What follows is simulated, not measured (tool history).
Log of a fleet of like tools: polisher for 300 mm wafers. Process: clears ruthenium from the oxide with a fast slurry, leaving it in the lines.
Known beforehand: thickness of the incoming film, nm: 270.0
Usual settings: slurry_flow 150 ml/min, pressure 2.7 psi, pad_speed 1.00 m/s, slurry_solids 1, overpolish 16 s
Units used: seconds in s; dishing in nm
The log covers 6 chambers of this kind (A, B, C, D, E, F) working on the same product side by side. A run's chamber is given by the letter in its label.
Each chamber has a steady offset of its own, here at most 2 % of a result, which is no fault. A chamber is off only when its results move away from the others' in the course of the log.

run	hour	slurry_flow	pressure	pad_speed	slurry_solids	overpolish	seconds	dishing
# hour 3.0: chamber D: worn pad replaced by a new one
1E	8.1	150	2.7	1.00	1	16	78.305	47.699
# hour 12.0: chamber E: worn pad replaced by a new one
2F	13.9	150	2.7	1.00	1	16	76.177	47.321
# hour 18.6: chamber C: worn pad replaced by a new one
3A	24.1	150	2.7	1.00	1	16	76.767	46.013
# hour 26.1: chamber A: slurry nozzle cleaned
4C	31.2	150	2.7	1.00	1	16	78.245	46.561
5D	37.7	135	3.0	1.00	1	16	70.701	50.654
6B	44.0	135	3.0	1.00	1	16	70.954	49.126
7D	54.2	135	3.0	1.00	1	16	69.679	50.256
# hour 57.1: chamber D: slurry blender recalibrated
8E	62.4	135	3.0	1.00	1	16	70.603	51.937
# hour 64.1: chamber B: worn pad replaced by a new one
# hour 67.0: chamber A: slurry blender recalibrated
9F	69.7	135	3.0	1.00	1	16	68.556	49.412
10A	75.5	135	3.0	1.00	1	16	69.274	49.941
# hour 79.4: chamber F: slurry blender recalibrated
11C	86.1	150	2.7	1.00	1	16	77.972	46.325
12B	92.7	150	2.7	0.82	1	16	90.618	38.726
13A	99.6	150	2.7	0.82	1	16	90.355	38.915
# hour 105.3: chamber F: worn pad replaced by a new one
14F	105.8	150	2.7	0.82	1	16	89.292	40.267
# hour 110.2: chamber E: head pressure recalibrated
15D	111.0	150	2.7	0.82	1	16	89.935	38.497
# hour 112.6: chamber E: worn pad replaced by a new one
16B	118.0	150	2.7	0.82	1	16	94.090	39.645
# hour 120.3: chamber D: slurry nozzle cleaned
# hour 127.3: chamber F: slurry nozzle cleaned
17C	128.8	150	2.7	0.82	1	16	91.540	39.251
# hour 130.5: chamber A: worn pad replaced by a new one
18E	138.5	150	2.7	1.00	1	16	77.099	48.346
# hour 144.2: chamber F: head pressure recalibrated
19D	149.5	150	2.7	1.00	1	16	75.414	47.121
20E	159.4	150	2.7	1.00	1	16	79.130	45.466
# hour 162.9: chamber C: slurry nozzle cleaned
21B	166.3	175	2.7	1.00	1	16	74.794	47.213
22F	176.2	175	2.7	1.00	1	16	73.425	45.383
# hour 178.5: chamber F: slurry blender recalibrated
# hour 181.9: chamber D: slurry blender recalibrated
23A	184.9	175	2.7	1.00	1	16	72.487	48.245
24C	190.5	175	2.7	1.00	1	16	73.926	47.266
25E	200.7	175	2.7	1.00	1	16	80.579	45.870
# hour 206.1: chamber C: worn pad replaced by a new one
# hour 206.3: chamber D: worn pad replaced by a new one
26B	208.7	175	2.7	1.00	1	16	74.843	47.096
# hour 209.7: chamber E: worn pad replaced by a new one
27D	218.0	150	2.7	1.00	1	16	77.190	45.967
28F	226.6	150	2.7	1.00	1	16	76.550	45.705
# hour 230.2: chamber B: slurry blender recalibrated
29C	237.0	150	2.7	1.00	1	16	75.125	46.393
# hour 243.6: chamber F: worn pad replaced by a new one
30A	247.3	190	2.7	1.00	1	7	73.986	21.266
# hour 248.2: chamber C: slurry blender recalibrated
# hour 251.0: chamber B: worn pad replaced by a new one
31C	257.3	190	2.7	1.00	1	7	72.812	22.281
32F	263.6	190	2.7	1.00	1	7	73.602	22.494
33B	272.1	190	2.7	1.00	1	7	72.768	22.933
34D	282.7	190	2.7	1.00	1	7	73.392	21.338
35E	293.5	190	2.7	1.00	1	7	81.895	19.388
# hour 303.2: chamber A: worn pad replaced by a new one
36A	304.3	150	2.7	1.00	1	16	75.364	48.286

Is one chamber out of step, is the gauge drifting, or do the chambers differ by no more than their own small offsets? For an off chamber, give its letter and the likeliest cause.

Chamber E drifts away from the others.
Cause: abrasive missing from the slurry, % = 26.8.
The log may not tell that from: head's pressure below its setpoint, %.

Chamber E could run next with any of the 4 candidate recipes listed below; each alters the usual settings, and their results appear as question marks. Which one brings its results back in line with what the other chambers deliver on the usual settings?
Counts as in line when no further than this from what the other chambers average on the usual settings: seconds 4.700 s; dishing 3.700 nm
37E-1	312.2	150	2.9	1.08	1.05	16	?	?
37E-2	312.2	155	3.1	1.16	1.05	16	?	?
37E-3	312.2	150	2.5	0.94	0.95	16	?	?
37E-4	312.2	145	2.4	0.86	0.95	16	?	?

Other chambers, usual settings, mean: seconds 75.999 s; dishing 46.692 nm
run	seconds	dishing
37E-1	75.400	48.418
37E-2	65.435	54.942
37E-3	105.700	35.559
37E-4	120.790	31.402
37E-1 brings the chamber back in line.

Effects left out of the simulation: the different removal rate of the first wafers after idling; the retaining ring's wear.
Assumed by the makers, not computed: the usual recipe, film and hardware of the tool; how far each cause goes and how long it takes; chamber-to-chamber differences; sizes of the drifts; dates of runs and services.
